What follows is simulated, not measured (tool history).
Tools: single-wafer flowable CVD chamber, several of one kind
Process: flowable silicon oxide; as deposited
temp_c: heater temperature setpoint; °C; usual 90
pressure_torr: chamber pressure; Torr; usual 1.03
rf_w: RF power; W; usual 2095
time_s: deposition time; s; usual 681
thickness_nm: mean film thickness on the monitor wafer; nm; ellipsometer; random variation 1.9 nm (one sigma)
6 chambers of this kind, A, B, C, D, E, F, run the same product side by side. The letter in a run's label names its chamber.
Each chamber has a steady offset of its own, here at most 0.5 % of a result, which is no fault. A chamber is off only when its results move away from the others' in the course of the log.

run     day  temp_c  pressure_torr  rf_w  time_s  hours since the last thermocouple change  hours since the last RF generator calibration  hours since the last manometer calibration  read-back reference wafer on the same gauge, thickness_nm  thickness_nm
 1E   0.254      90           1.03  2095     681                                     673.1                                          417.7                                       284.9                                                     831.19        795.59
 2A   0.504      90           1.03  2095     681                                     708.7                                         2146.9                                       862.5                                                     830.99        799.36
 3B   1.054      90           1.03  2095     681                                     267.8                                         1559.0                                       784.1                                                     830.77        795.35
 4F   1.446      90           1.03  2095     681                                    1223.7                                          737.6                                      1331.1                                                     831.56        795.60
 5C   1.746      90           1.03  2095     681                                     673.7                                          299.2                                       437.3                                                     830.74        799.63
 6D   2.108      90           1.03  2095     681                                    2210.2                                          556.3                                      1967.0                                                     830.40        795.07
 7E   2.596     102           1.03  1910     681                                     729.3                                          473.9                                       341.1                                                     831.07        521.49
 8C   3.008     102           1.03  1910     681                                     704.0                                          329.5                                       467.6                                                     831.29        527.41
 9A   3.262     102           1.03  1910     681                                     774.9                                         2213.1                                       928.7                                                     831.10        528.48
10F   3.617     102           1.03  1910     681                                    1275.8                                          789.7                                      1383.2                                                     830.88        526.15
11B   3.938     102           1.03  1910     681                                     337.0                                         1628.2                                       853.3                                                     831.30        528.44
12D   4.500     102           1.03  1910     681                                    2267.6                                          613.7                                      2024.4                                                     831.28        525.06
13D   4.996      90           1.03  2095     681                                    2279.5                                          625.6                                      2036.3                                                     831.25        791.45
14A   5.408      90           1.03  1790     681                                     826.4                                         2264.6                                       980.2                                                     830.97        769.85
15E   5.712      90           1.03  1790     681                                     804.1                                          548.7                                       415.9                                                     831.29        770.61
16B   6.138      90           1.03  1790     681                                     389.8                                         1681.0                                       906.1                                                     830.71        766.37
17C   6.512      90           1.03  1790     681                                     788.1                                          413.6                                       551.7                                                     831.53        770.35
18F   6.946      90           1.03  1790     681                                    1355.7                                          869.6                                      1463.1                                                     831.21        766.93
19C   7.283      90           1.03  1790     681                                     806.6                                          432.1                                       570.2                                                     831.22        774.05
20D   7.571      90           1.03  2095     681                                    2341.3                                          687.4                                      2098.1                                                     830.82        796.85
21B   7.908      90           1.03  2095     681                                     432.3                                         1723.5                                       948.6                                                     830.79        799.02
22F   8.212      90           1.03  2095     681                                    1386.1                                          900.0                                      1493.5                                                     830.87        794.90
23E   8.592      90           1.03  2095     681                                     873.2                                          617.8                                       485.0                                                     830.84        800.59
24A   8.958      90           1.03  2095     681                                     911.6                                         2349.8                                      1065.4                                                     831.54        786.42
25D   9.267      90           1.03  2095     681                                    2382.0                                          728.1                                      2138.8                                                     831.25        798.78
      9.312  -- chamber F: RF generator calibrated
26B   9.771      90           1.03  2095     681                                     477.0                                         1768.2                                       993.3                                                     830.56        793.87
27C  10.029      90           1.03  2095     681                                     872.5                                          498.0                                       636.1                                                     830.80        798.46
28E  10.533      90           1.03  2095     681                                     919.8                                          664.4                                       531.6                                                     831.17        795.18
29A  10.950      90           1.03  2095     681                                     959.4                                         2397.6                                      1113.2                                                     831.08        781.40
30F  11.450      90           1.03  2095     681                                    1463.8                                           51.3                                      1571.2                                                     831.17        796.30
31F  11.954      90           1.03  2095     681                                    1475.9                                           63.4                                      1583.3                                                     831.00        795.66
32A  12.262      90           1.03  2095     681                                     990.9                                         2429.1                                      1144.7                                                     830.85        781.15
33C  12.575      90           1.03  2095     681                                     933.6                                          559.1                                       697.2                                                     830.94        797.64
     12.667  -- chamber D: capacitance manometer re-zeroed and calibrated
34B  12.892      90           1.03  2095     681                                     551.9                                         1843.1                                      1068.2                                                     831.01        794.79
     13.133  -- chamber D: thermocouple changed; heater temperature recalibrated
35E  13.329      90           1.03  2095     681                                     986.9                                          731.5                                       598.7                                                     830.99        803.09
36D  13.650      90           1.03  2095     798                                      12.5                                          833.3                                        23.7                                                     830.95        934.96
37B  14.096      90           1.03  2095     798                                     580.8                                         1872.0                                      1097.1                                                     831.56        934.32
38D  14.392      90           1.03  2095     798                                      30.3                                          851.1                                        41.5                                                     830.92        935.05
39C  14.962      90           1.03  2095     798                                     990.9                                          616.4                                       754.5                                                     831.10        937.67

All 6 chambers run these settings next. Forecast each chamber's results:
40A  15.379      90           1.03  2095     681                                                                                                                                                                                                             ?
40B  15.379      90           1.03  2095     681                                                                                                                                                                                                             ?
40C  15.379      90           1.03  2095     681                                                                                                                                                                                                             ?
40D  15.379      90           1.03  2095     681                                                                                                                                                                                                             ?
40E  15.379      90           1.03  2095     681                                                                                                                                                                                                             ?
40F  15.379      90           1.03  2095     681                                                                                                                                                                                                             ?

run  thickness_nm
40A        771.04
40B        795.33
40C        801.44
40D        796.45
40E        799.85
40F        795.36
